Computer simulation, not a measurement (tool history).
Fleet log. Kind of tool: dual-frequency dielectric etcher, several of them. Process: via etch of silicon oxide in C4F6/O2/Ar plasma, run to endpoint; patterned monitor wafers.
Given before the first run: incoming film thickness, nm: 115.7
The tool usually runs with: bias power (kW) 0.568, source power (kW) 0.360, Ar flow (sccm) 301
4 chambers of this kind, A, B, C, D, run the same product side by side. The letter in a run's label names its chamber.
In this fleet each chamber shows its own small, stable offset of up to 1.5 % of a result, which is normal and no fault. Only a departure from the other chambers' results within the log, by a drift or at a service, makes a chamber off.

-- hour=8.0 chamber D: source power generator calibrated
run 1D hour=9.3 | bias_power_(kW)=0.568 source_power_(kW)=0.360 Ar_flow_(sccm)=301 | endpoint_time_(s)=25.095
run 2C hour=22.4 | bias_power_(kW)=0.568 source_power_(kW)=0.360 Ar_flow_(sccm)=301 | endpoint_time_(s)=24.844
-- hour=22.5 chamber B: wet clean of the chamber
run 3B hour=30.0 | bias_power_(kW)=0.568 source_power_(kW)=0.360 Ar_flow_(sccm)=301 | endpoint_time_(s)=25.036
run 4A hour=43.0 | bias_power_(kW)=0.568 source_power_(kW)=0.360 Ar_flow_(sccm)=301 | endpoint_time_(s)=25.156
-- hour=51.8 chamber D: wet clean of the chamber
run 5A hour=53.5 | bias_power_(kW)=0.568 source_power_(kW)=0.360 Ar_flow_(sccm)=301 | endpoint_time_(s)=24.980
run 6B hour=67.3 | bias_power_(kW)=0.568 source_power_(kW)=0.360 Ar_flow_(sccm)=301 | endpoint_time_(s)=24.985
run 7D hour=74.9 | bias_power_(kW)=0.568 source_power_(kW)=0.360 Ar_flow_(sccm)=301 | endpoint_time_(s)=25.409
run 8C hour=85.9 | bias_power_(kW)=0.568 source_power_(kW)=0.360 Ar_flow_(sccm)=301 | endpoint_time_(s)=25.292
-- hour=97.7 chamber C: Ar flow controller replaced
run 9D hour=99.0 | bias_power_(kW)=0.568 source_power_(kW)=0.290 Ar_flow_(sccm)=301 | endpoint_time_(s)=27.270
run 10A hour=106.2 | bias_power_(kW)=0.568 source_power_(kW)=0.290 Ar_flow_(sccm)=301 | endpoint_time_(s)=26.744
run 11B hour=118.5 | bias_power_(kW)=0.568 source_power_(kW)=0.290 Ar_flow_(sccm)=301 | endpoint_time_(s)=27.281
run 12C hour=126.1 | bias_power_(kW)=0.568 source_power_(kW)=0.290 Ar_flow_(sccm)=301 | endpoint_time_(s)=27.034
run 13C hour=132.9 | bias_power_(kW)=0.568 source_power_(kW)=0.360 Ar_flow_(sccm)=301 | endpoint_time_(s)=25.064
run 14A hour=147.2 | bias_power_(kW)=0.568 source_power_(kW)=0.360 Ar_flow_(sccm)=301 | endpoint_time_(s)=24.777
run 15D hour=158.1 | bias_power_(kW)=0.568 source_power_(kW)=0.360 Ar_flow_(sccm)=301 | endpoint_time_(s)=25.174
run 16B hour=166.4 | bias_power_(kW)=0.568 source_power_(kW)=0.360 Ar_flow_(sccm)=301 | endpoint_time_(s)=24.918
run 17B hour=179.8 | bias_power_(kW)=0.462 source_power_(kW)=0.300 Ar_flow_(sccm)=301 | endpoint_time_(s)=28.681
run 18A hour=190.9 | bias_power_(kW)=0.462 source_power_(kW)=0.300 Ar_flow_(sccm)=301 | endpoint_time_(s)=28.762
run 19D hour=197.2 | bias_power_(kW)=0.462 source_power_(kW)=0.300 Ar_flow_(sccm)=301 | endpoint_time_(s)=29.304
-- hour=199.1 chamber B: Ar flow controller replaced
run 20C hour=206.7 | bias_power_(kW)=0.462 source_power_(kW)=0.300 Ar_flow_(sccm)=301 | endpoint_time_(s)=28.844
run 21A hour=220.7 | bias_power_(kW)=0.568 source_power_(kW)=0.360 Ar_flow_(sccm)=301 | endpoint_time_(s)=24.758
run 22C hour=227.7 | bias_power_(kW)=0.568 source_power_(kW)=0.360 Ar_flow_(sccm)=301 | endpoint_time_(s)=25.134
run 23B hour=241.6 | bias_power_(kW)=0.568 source_power_(kW)=0.360 Ar_flow_(sccm)=301 | endpoint_time_(s)=25.358
run 24D hour=252.2 | bias_power_(kW)=0.568 source_power_(kW)=0.360 Ar_flow_(sccm)=301 | endpoint_time_(s)=25.161
run 25C hour=258.9 | bias_power_(kW)=0.679 source_power_(kW)=0.360 Ar_flow_(sccm)=301 | endpoint_time_(s)=23.044
run 26A hour=269.3 | bias_power_(kW)=0.679 source_power_(kW)=0.360 Ar_flow_(sccm)=301 | endpoint_time_(s)=23.172
run 27B hour=278.9 | bias_power_(kW)=0.679 source_power_(kW)=0.360 Ar_flow_(sccm)=301 | endpoint_time_(s)=23.326
run 28D hour=293.2 | bias_power_(kW)=0.679 source_power_(kW)=0.360 Ar_flow_(sccm)=301 | endpoint_time_(s)=23.630
run 29D hour=303.3 | bias_power_(kW)=0.568 source_power_(kW)=0.430 Ar_flow_(sccm)=301 | endpoint_time_(s)=23.400
run 30C hour=316.6 | bias_power_(kW)=0.568 source_power_(kW)=0.430 Ar_flow_(sccm)=301 | endpoint_time_(s)=23.776
run 31B hour=324.9 | bias_power_(kW)=0.568 source_power_(kW)=0.430 Ar_flow_(sccm)=301 | endpoint_time_(s)=23.551
run 32A hour=331.5 | bias_power_(kW)=0.568 source_power_(kW)=0.430 Ar_flow_(sccm)=301 | endpoint_time_(s)=23.375
run 33A hour=338.9 | bias_power_(kW)=0.510 source_power_(kW)=0.270 Ar_flow_(sccm)=301 | endpoint_time_(s)=28.993
run 34C hour=346.0 | bias_power_(kW)=0.510 source_power_(kW)=0.270 Ar_flow_(sccm)=301 | endpoint_time_(s)=29.212
run 35B hour=360.1 | bias_power_(kW)=0.510 source_power_(kW)=0.270 Ar_flow_(sccm)=301 | endpoint_time_(s)=28.967
run 36D hour=368.5 | bias_power_(kW)=0.510 source_power_(kW)=0.270 Ar_flow_(sccm)=301 | endpoint_time_(s)=29.431
run 37D hour=378.4 | bias_power_(kW)=0.568 source_power_(kW)=0.360 Ar_flow_(sccm)=301 | endpoint_time_(s)=25.156
run 38C hour=390.3 | bias_power_(kW)=0.568 source_power_(kW)=0.390 Ar_flow_(sccm)=228 | endpoint_time_(s)=23.549
run 39B hour=404.2 | bias_power_(kW)=0.568 source_power_(kW)=0.390 Ar_flow_(sccm)=228 | endpoint_time_(s)=23.706
run 40A hour=410.3 | bias_power_(kW)=0.568 source_power_(kW)=0.390 Ar_flow_(sccm)=228 | endpoint_time_(s)=23.419
run 41A hour=420.4 | bias_power_(kW)=0.568 source_power_(kW)=0.390 Ar_flow_(sccm)=228 | endpoint_time_(s)=23.482
run 42B hour=433.2 | bias_power_(kW)=0.568 source_power_(kW)=0.360 Ar_flow_(sccm)=301 | endpoint_time_(s)=24.986
run 43C hour=442.1 | bias_power_(kW)=0.568 source_power_(kW)=0.360 Ar_flow_(sccm)=341 | endpoint_time_(s)=25.424

All chambers now run identical settings, listed one chamber a line with results as question marks. What results will each chamber show?
run 44A hour=452.3 | bias_power_(kW)=0.568 source_power_(kW)=0.360 Ar_flow_(sccm)=301 | endpoint_time_(s)=?
run 44B hour=452.3 | bias_power_(kW)=0.568 source_power_(kW)=0.360 Ar_flow_(sccm)=301 | endpoint_time_(s)=?
run 44C hour=452.3 | bias_power_(kW)=0.568 source_power_(kW)=0.360 Ar_flow_(sccm)=301 | endpoint_time_(s)=?
run 44D hour=452.3 | bias_power_(kW)=0.568 source_power_(kW)=0.360 Ar_flow_(sccm)=301 | endpoint_time_(s)=?

run=44A endpoint_time_(s)=24.770
run=44B endpoint_time_(s)=24.894
run=44C endpoint_time_(s)=25.043
run=44D endpoint_time_(s)=25.272

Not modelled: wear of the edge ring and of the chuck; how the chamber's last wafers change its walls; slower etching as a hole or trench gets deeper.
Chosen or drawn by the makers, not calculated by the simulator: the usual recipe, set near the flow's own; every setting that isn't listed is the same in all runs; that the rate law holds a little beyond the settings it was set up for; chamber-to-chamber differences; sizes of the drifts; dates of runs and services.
